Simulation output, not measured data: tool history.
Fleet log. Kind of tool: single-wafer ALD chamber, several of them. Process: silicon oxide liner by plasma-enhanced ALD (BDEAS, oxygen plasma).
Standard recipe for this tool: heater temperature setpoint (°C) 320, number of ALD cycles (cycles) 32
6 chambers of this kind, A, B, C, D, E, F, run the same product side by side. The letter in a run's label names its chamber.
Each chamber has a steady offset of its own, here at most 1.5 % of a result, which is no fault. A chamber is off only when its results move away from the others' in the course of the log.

| run | hour | heater temperature setpoint (°C) | number of ALD cycles (cycles) | read-back reference wafer on the same gauge, thickness_nm | mean film thickness on the monitor wafer (Å) |
|---|---|---|---|---|---|
| 1D | 8.1 | 320 | 32 | 3.0800 | 28.804 |
| 2A | 15.8 | 320 | 32 | 3.0798 | 28.978 |
| 3E | 23.5 | 320 | 32 | 3.0789 | 28.917 |
| 4C | 28.7 | 320 | 32 | 3.0779 | 29.244 |
| 5B | 33.9 | 320 | 32 | 3.0784 | 29.071 |
| 6F | 42.9 | 320 | 32 | 3.0783 | 28.889 |
| 7E | 50.5 | 320 | 32 | 3.0776 | 28.885 |
| 8C | 55.9 | 320 | 32 | 3.0777 | 29.293 |
| 9F | 63.9 | 320 | 32 | 3.0776 | 28.853 |
| 10D | 71.6 | 320 | 32 | 3.0766 | 28.754 |
| 11A | 80.7 | 320 | 32 | 3.0767 | 28.975 |
| 12B | 87.1 | 320 | 32 | 3.0760 | 29.098 |
| 13A | 94.1 | 320 | 32 | 3.0747 | 28.902 |
| 14F | 101.7 | 320 | 32 | 3.0753 | 28.827 |
| 15D | 107.6 | 314 | 32 | 3.0753 | 29.013 |
| 16E | 111.8 | 314 | 32 | 3.0759 | 29.122 |
| 17B | 118.4 | 314 | 32 | 3.0745 | 29.310 |
| 18C | 125.0 | 314 | 32 | 3.0740 | 29.550 |
|  | 127.2 | chamber E: thermocouple changed; heater temperature recalibrated |
| 19B | 130.0 | 314 | 32 | 3.0746 | 29.317 |
| 20D | 135.6 | 314 | 32 | 3.0737 | 28.991 |
| 21F | 142.5 | 320 | 32 | 3.0736 | 28.848 |
| 22A | 150.5 | 320 | 32 | 3.0718 | 28.883 |
| 23E | 157.0 | 320 | 32 | 3.0732 | 28.867 |
| 24C | 163.5 | 334 | 38 | 3.0731 | 33.972 |
| 25F | 168.0 | 334 | 38 | 3.0723 | 33.519 |
| 26A | 172.1 | 334 | 38 | 3.0722 | 33.634 |
| 27E | 180.6 | 334 | 38 | 3.0717 | 33.691 |
| 28B | 188.1 | 334 | 38 | 3.0711 | 33.731 |
| 29C | 195.7 | 334 | 38 | 3.0706 | 34.027 |
| 30D | 200.6 | 311 | 34 | 3.0707 | 30.903 |
| 31F | 208.4 | 311 | 34 | 3.0703 | 30.996 |
| 32B | 214.6 | 311 | 34 | 3.0705 | 31.200 |
| 33A | 222.0 | 311 | 34 | 3.0700 | 31.067 |
| 34C | 229.9 | 311 | 34 | 3.0691 | 31.447 |
| 35E | 238.0 | 311 | 34 | 3.0698 | 31.060 |
| 36D | 243.9 | 320 | 32 | 3.0681 | 28.719 |
| 37E | 252.1 | 332 | 26 | 3.0691 | 23.004 |
| 38C | 257.2 | 332 | 26 | 3.0687 | 23.315 |
| 39D | 265.5 | 332 | 26 | 3.0684 | 22.938 |
| 40B | 271.6 | 332 | 26 | 3.0680 | 23.153 |
| 41F | 280.5 | 332 | 26 | 3.0675 | 22.937 |
| 42A | 285.0 | 332 | 26 | 3.0665 | 23.061 |
| 43D | 291.5 | 310 | 29 | 3.0671 | 26.361 |

Each of the 6 chambers runs these same settings next. Fill in every chamber's results:
| 44A | 298.3 | 327 | 32 |  | ? |
| 44B | 298.3 | 327 | 32 |  | ? |
| 44C | 298.3 | 327 | 32 |  | ? |
| 44D | 298.3 | 327 | 32 |  | ? |
| 44E | 298.3 | 327 | 32 |  | ? |
| 44F | 298.3 | 327 | 32 |  | ? |

| run | mean film thickness on the monitor wafer (Å) |
|---|---|
| 44A | 28.515 |
| 44B | 28.646 |
| 44C | 28.890 |
| 44D | 28.473 |
| 44E | 28.524 |
| 44F | 28.496 |
